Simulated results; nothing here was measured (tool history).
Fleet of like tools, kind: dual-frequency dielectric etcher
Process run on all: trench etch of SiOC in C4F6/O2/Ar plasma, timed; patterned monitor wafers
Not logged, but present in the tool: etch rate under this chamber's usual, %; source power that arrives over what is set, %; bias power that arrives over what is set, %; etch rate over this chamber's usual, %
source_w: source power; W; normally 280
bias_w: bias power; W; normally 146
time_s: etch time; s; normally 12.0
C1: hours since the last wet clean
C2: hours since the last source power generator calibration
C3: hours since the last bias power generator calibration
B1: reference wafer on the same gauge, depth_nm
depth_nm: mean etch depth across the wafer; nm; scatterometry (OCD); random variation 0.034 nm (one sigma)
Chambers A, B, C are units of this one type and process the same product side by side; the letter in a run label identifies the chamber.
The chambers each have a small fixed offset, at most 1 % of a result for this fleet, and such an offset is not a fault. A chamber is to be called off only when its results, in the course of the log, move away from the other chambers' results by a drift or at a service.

Run 1A, hour 6.9: usual settings; C1 59.6; C2 2660.1; C3 4154.4; B1 16.803. Result: depth_nm 20.222 nm.
Run 2B, hour 16.1: usual settings; C1 296.8; C2 67.6; C3 1488.3; B1 16.805. Result: depth_nm 20.192 nm.
Run 3C, hour 25.6: usual settings; C1 150.5; C2 3948.9; C3 1266.8; B1 16.814. Result: depth_nm 20.319 nm.
Run 4A, hour 34.6: usual settings; C1 87.3; C2 2687.8; C3 4182.1; B1 16.808. Result: depth_nm 20.234 nm.
Run 5C, hour 41.7: usual settings; C1 166.6; C2 3965.0; C3 1282.9; B1 16.819. Result: depth_nm 20.296 nm.
Run 6B, hour 49.7: usual settings; C1 330.4; C2 101.2; C3 1521.9; B1 16.824. Result: depth_nm 20.199 nm.
Run 7B, hour 56.2: usual settings; C1 336.9; C2 107.7; C3 1528.4; B1 16.823. Result: depth_nm 20.235 nm.
Run 8A, hour 64.4: usual settings; C1 117.1; C2 2717.6; C3 4211.9; B1 16.828. Result: depth_nm 20.177 nm.
Run 9C, hour 71.6: usual settings; C1 196.5; C2 3994.9; C3 1312.8; B1 16.827. Result: depth_nm 20.328 nm.
Run 10C, hour 78.0: usual settings; C1 202.9; C2 4001.3; C3 1319.2; B1 16.829. Result: depth_nm 20.375 nm.
At hour 81.9: chamber B: wet clean of the chamber.
Run 11A, hour 83.9: usual settings but source_w 330 W, time_s 10.5 s; C1 136.6; C2 2737.1; C3 4231.4; B1 16.836. Result: depth_nm 18.851 nm.
Run 12B, hour 90.8: usual settings but source_w 330 W, time_s 10.5 s; C1 9.0; C2 142.3; C3 1563.0; B1 16.838. Result: depth_nm 18.872 nm.
Run 13B, hour 98.3: usual settings but source_w 330 W, time_s 10.5 s; C1 16.5; C2 149.8; C3 1570.5; B1 16.841. Result: depth_nm 18.887 nm.
Run 14C, hour 104.1: usual settings; C1 229.0; C2 4027.4; C3 1345.3; B1 16.840. Result: depth_nm 20.377 nm.
Run 15A, hour 113.6: usual settings; C1 166.3; C2 2766.8; C3 4261.1; B1 16.848. Result: depth_nm 20.187 nm.
Run 16C, hour 120.8: usual settings but time_s 10.5 s; C1 245.7; C2 4044.1; C3 1362.0; B1 16.850. Result: depth_nm 17.834 nm.
Run 17A, hour 127.9: usual settings but time_s 10.5 s; C1 180.6; C2 2781.1; C3 4275.4; B1 16.848. Result: depth_nm 17.728 nm.
Run 18B, hour 136.2: usual settings but time_s 10.5 s; C1 54.4; C2 187.7; C3 1608.4; B1 16.855. Result: depth_nm 17.717 nm.
Run 19C, hour 143.9: usual settings; C1 268.8; C2 4067.2; C3 1385.1; B1 16.851. Result: depth_nm 20.411 nm.
Run 20B, hour 151.7: usual settings; C1 69.9; C2 203.2; C3 1623.9; B1 16.852. Result: depth_nm 20.263 nm.
Run 21A, hour 159.3: usual settings but time_s 14.0 s; C1 212.0; C2 2812.5; C3 4306.8; B1 16.855. Result: depth_nm 23.641 nm.
Run 22B, hour 168.4: usual settings but time_s 14.0 s; C1 86.6; C2 219.9; C3 1640.6; B1 16.862. Result: depth_nm 23.658 nm.
Run 23C, hour 176.0: usual settings but time_s 14.0 s; C1 300.9; C2 4099.3; C3 1417.2; B1 16.862. Result: depth_nm 23.789 nm.
Run 24A, hour 182.7: usual settings but source_w 320 W; C1 235.4; C2 2835.9; C3 4330.2; B1 16.868. Result: depth_nm 21.324 nm.
Run 25B, hour 190.0: usual settings but source_w 320 W; C1 108.2; C2 241.5; C3 1662.2; B1 16.868. Result: depth_nm 21.393 nm.
Run 26C, hour 195.1: usual settings but source_w 320 W; C1 320.0; C2 4118.4; C3 1436.3; B1 16.875. Result: depth_nm 21.566 nm.
At hour 197.8: chamber A: bias power generator calibrated.
Run 27A, hour 201.2: usual settings; C1 253.9; C2 2854.4; C3 3.4; B1 16.875. Result: depth_nm 20.212 nm.
Run 28C, hour 207.2: usual settings but source_w 220 W, bias_w 118 W; C1 332.1; C2 4130.5; C3 1448.4; B1 16.875. Result: depth_nm 17.431 nm.
Run 29A, hour 214.0: usual settings but source_w 220 W, bias_w 118 W; C1 266.7; C2 2867.2; C3 16.2; B1 16.881. Result: depth_nm 17.328 nm.
Run 30B, hour 220.3: usual settings but source_w 220 W, bias_w 118 W; C1 138.5; C2 271.8; C3 1692.5; B1 16.884. Result: depth_nm 17.194 nm.
Run 31C, hour 227.7: usual settings; C1 352.6; C2 4151.0; C3 1468.9; B1 16.890. Result: depth_nm 20.398 nm.
Run 32A, hour 234.9: usual settings; C1 287.6; C2 2888.1; C3 37.1; B1 16.881. Result: depth_nm 20.262 nm.
Run 33B, hour 243.0: usual settings; C1 161.2; C2 294.5; C3 1715.2; B1 16.897. Result: depth_nm 20.285 nm.
Run 34A, hour 251.3: usual settings; C1 304.0; C2 2904.5; C3 53.5; B1 16.894. Result: depth_nm 20.304 nm.
At hour 257.6: chamber C: wet clean of the chamber.
Run 35C, hour 261.1: usual settings; C1 3.6; C2 4184.4; C3 1502.3; B1 16.906. Result: depth_nm 20.520 nm.
Run 36B, hour 267.3: usual settings; C1 185.5; C2 318.8; C3 1739.5; B1 16.902. Result: depth_nm 20.295 nm.
Run 37A, hour 272.8: usual settings; C1 325.5; C2 2926.0; C3 75.0; B1 16.908. Result: depth_nm 20.336 nm.
Run 38B, hour 280.1: usual settings; C1 198.3; C2 331.6; C3 1752.3; B1 16.906. Result: depth_nm 20.338 nm.
At hour 286.5: chamber A: wet clean of the chamber.
Run 39C, hour 290.1: usual settings; C1 32.6; C2 4213.4; C3 1531.3; B1 16.909. Result: depth_nm 20.546 nm.
Run 40A, hour 298.1: usual settings; C1 11.6; C2 2951.3; C3 100.3; B1 16.909. Result: depth_nm 20.298 nm.

What goes on in this fleet: one chamber off, a drifting gauge, or nothing beyond the chambers' own small offsets? Name the chamber and the cause, if any.

The gauge drifts, so all chambers seem to drift together. No chamber is off.
Most likely cause: gauge reads high (%) = 0.692.

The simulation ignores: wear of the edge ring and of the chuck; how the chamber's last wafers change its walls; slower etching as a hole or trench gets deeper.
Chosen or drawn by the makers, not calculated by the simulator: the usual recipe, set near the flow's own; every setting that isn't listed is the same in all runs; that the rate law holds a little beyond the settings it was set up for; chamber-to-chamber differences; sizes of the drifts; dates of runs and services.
